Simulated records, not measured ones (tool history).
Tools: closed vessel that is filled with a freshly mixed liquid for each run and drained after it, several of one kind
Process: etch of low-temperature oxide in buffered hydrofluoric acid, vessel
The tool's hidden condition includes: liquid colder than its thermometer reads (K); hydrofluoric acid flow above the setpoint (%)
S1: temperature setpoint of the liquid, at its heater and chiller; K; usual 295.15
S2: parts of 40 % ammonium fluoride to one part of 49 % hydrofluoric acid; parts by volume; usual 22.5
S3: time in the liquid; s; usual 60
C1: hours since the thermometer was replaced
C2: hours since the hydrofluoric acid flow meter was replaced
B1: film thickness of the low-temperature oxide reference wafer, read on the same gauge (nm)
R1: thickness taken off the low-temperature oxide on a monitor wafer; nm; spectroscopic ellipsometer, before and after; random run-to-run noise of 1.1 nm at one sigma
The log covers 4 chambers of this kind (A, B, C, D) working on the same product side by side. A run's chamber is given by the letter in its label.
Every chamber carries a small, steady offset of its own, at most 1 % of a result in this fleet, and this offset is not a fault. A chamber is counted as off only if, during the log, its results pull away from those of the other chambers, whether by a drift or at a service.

run   hour      S1    S2  S3      C1      C2       B1      R1
 1D    9.0  295.15  22.5  60   922.8   807.2   99.986  123.06
 2A   20.5  295.15  22.5  60    36.6  1726.2   99.966  123.97
 3C   35.8  295.15  22.5  60   272.6    40.4  100.010  121.25
 4B   45.3  295.15  22.5  60   311.5  1201.1   99.979  124.88
 5B   52.8  295.15  22.5  60   319.0  1208.6   99.999  124.16
 6C   61.8  295.15  22.5  60   298.6    66.4   99.981  122.97
 7D   68.8  295.15  22.5  60   982.6   867.0   99.992  123.94
 8A   82.3  295.15  22.5  60    98.4  1788.0  100.010  124.83
 9B   91.4  295.15  22.5  60   357.6  1247.2   99.997  123.61
10A   98.1  295.15  22.5  60   114.2  1803.8   99.997  125.51
11C  112.5  295.15  22.5  60   349.3   117.1  100.010  122.45
12D  121.0  295.15  22.5  60  1034.8   919.2   99.986  123.91
13C  132.5  295.15  22.5  60   369.3   137.1   99.984  120.84
     146.2  -- chamber A: hydrofluoric acid flow meter replaced
14D  147.9  295.15  22.5  60  1061.7   946.1   99.977  122.22
15B  154.6  295.15  22.5  60   420.8  1310.4  100.010  124.02
16A  162.6  295.15  22.5  60   178.7    16.4  100.020  124.63
17C  174.5  295.15  22.5  60   411.3   179.1   99.972  121.03
18A  188.6  295.15  22.5  60   204.7    42.4   99.998  123.77
19D  201.4  295.15  22.5  60  1115.2   999.6   99.988  118.98
20B  209.8  297.65  15.0  60   476.0  1365.6  100.020  205.19
21D  220.5  297.65  15.0  60  1134.3  1018.7  100.020  195.74
22A  233.0  297.65  15.0  60   249.1    86.8   99.992  206.08
23C  244.0  297.65  15.0  60   480.8   248.6  100.010  200.92
24B  258.1  295.15  22.5  60   524.3  1413.9  100.020  122.76
25A  265.2  295.15  22.5  60   281.3   119.0  100.020  124.68
26D  278.1  295.15  22.5  60  1191.9  1076.3  100.010  114.11
27C  288.0  295.15  22.5  60   524.8   292.6  100.000  124.21
28B  297.3  295.15  22.5  60   563.5  1453.1   99.996  121.73
29A  310.1  295.15  22.5  60   326.2   163.9  100.020  124.47

Decide between three cases: one chamber stands off from its peers, the gauge reading all wafers drifts, or nothing is wrong past each chamber's small offset. Where a chamber is off, say which and what most likely put it there.

It is chamber D that slowly wanders off from its peers.
What lies behind it: liquid colder than its thermometer reads (K) = 1.9.
With only this log, it may be confused with: hydrofluoric acid flow below the setpoint (%).

Chamber D could run next with any of the 4 candidate recipes listed below; each alters the usual settings, and their results appear as question marks. Which one brings its results back in line with what the other chambers deliver on the usual settings?
Allowed miss from the other chambers' usual-settings mean, per result, to count as in line: R1 4.000 nm
30D-1  321.3  295.15  24.0  50               ?
30D-2  321.3  295.15  19.5  60               ?
30D-3  321.3  295.15  26.0  60               ?
30D-4  321.3  295.65  21.5  70               ?

Mean of the other chambers on the usual settings: R1 123.440 nm
  run       R1
30D-1   88.657
30D-2  124.180
30D-3  100.590
30D-4  137.950
30D-2 is the one that brings the chamber's results back in line with the other chambers.

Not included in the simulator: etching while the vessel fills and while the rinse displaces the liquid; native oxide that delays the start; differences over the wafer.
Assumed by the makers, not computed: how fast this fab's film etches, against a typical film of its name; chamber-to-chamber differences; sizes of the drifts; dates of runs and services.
